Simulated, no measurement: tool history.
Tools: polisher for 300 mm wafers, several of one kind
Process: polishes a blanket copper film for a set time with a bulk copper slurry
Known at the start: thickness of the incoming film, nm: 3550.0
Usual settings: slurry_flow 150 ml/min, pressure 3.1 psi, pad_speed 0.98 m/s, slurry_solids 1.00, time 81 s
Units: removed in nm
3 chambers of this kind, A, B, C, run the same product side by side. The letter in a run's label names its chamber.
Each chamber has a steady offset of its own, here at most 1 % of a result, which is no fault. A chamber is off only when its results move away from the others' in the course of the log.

run	hour	slurry_flow	pressure	pad_speed	slurry_solids	time	removed
1A	5.7	150	3.1	0.98	1.00	81	672.14
2B	8.6	150	3.1	0.98	1.00	81	685.70
3C	12.0	150	3.1	0.98	1.00	81	685.98
4B	15.8	150	3.1	0.98	1.00	81	680.75
# hour 19.1: chamber B: worn pad replaced by a new one
5A	19.6	150	3.1	0.98	1.00	81	674.59
6C	22.5	150	3.1	0.98	1.00	81	676.42
7C	27.1	150	3.1	0.98	1.00	81	662.26
8A	31.1	150	3.1	0.98	1.00	81	677.24
9B	35.5	150	3.1	0.98	1.00	81	686.75
10A	40.5	150	3.1	0.98	1.00	81	689.54
11B	43.6	185	3.1	0.98	1.25	81	732.83
12C	49.2	185	3.1	0.98	1.25	81	732.38
13B	51.9	185	3.1	0.98	1.25	81	744.18
14A	55.4	150	3.1	0.98	1.00	81	683.03
15C	59.8	150	3.1	0.98	1.00	81	684.50
16C	63.6	150	3.1	0.98	1.00	102	853.91
# hour 64.0: chamber C: worn pad replaced by a new one
17A	68.2	150	3.1	0.98	1.00	102	855.95
18B	70.9	150	3.1	0.98	1.00	102	851.08
19B	76.6	150	3.1	0.98	1.00	81	676.84
20C	82.2	150	3.1	0.98	1.00	81	672.48
21A	85.8	150	3.1	0.98	1.00	81	681.68
22A	89.1	150	3.1	0.98	1.00	81	674.03
23C	93.8	150	3.1	0.98	1.00	81	675.17
24B	99.5	150	3.1	0.98	1.00	81	682.83
25B	102.3	150	3.1	0.98	1.00	81	687.48
# hour 103.5: chamber A: worn pad replaced by a new one
26C	106.3	150	3.1	0.98	1.00	81	678.43
27A	110.3	150	3.1	0.98	1.00	81	683.46
28B	113.5	150	3.1	0.98	1.00	81	681.99
29C	117.3	150	3.1	0.98	1.00	81	682.78
30A	119.9	150	3.1	0.98	1.00	81	684.15
31B	125.5	150	3.9	0.98	1.00	81	870.82
32C	129.5	150	3.9	0.98	1.00	81	859.26
33A	134.5	150	3.9	0.98	1.00	81	865.25
34B	139.8	150	3.1	0.98	1.00	81	674.36
35C	144.4	150	3.1	0.98	1.00	81	674.05
36A	149.5	150	3.1	0.98	1.00	81	677.15
37A	154.2	150	3.1	0.98	1.00	81	682.58

All 3 chambers run these settings next. Forecast each chamber's results:
38A	158.4	150	3.1	0.98	1.00	102	?
38B	158.4	150	3.1	0.98	1.00	102	?
38C	158.4	150	3.1	0.98	1.00	102	?

run	removed
38A	856.56
38B	863.85
38C	847.91
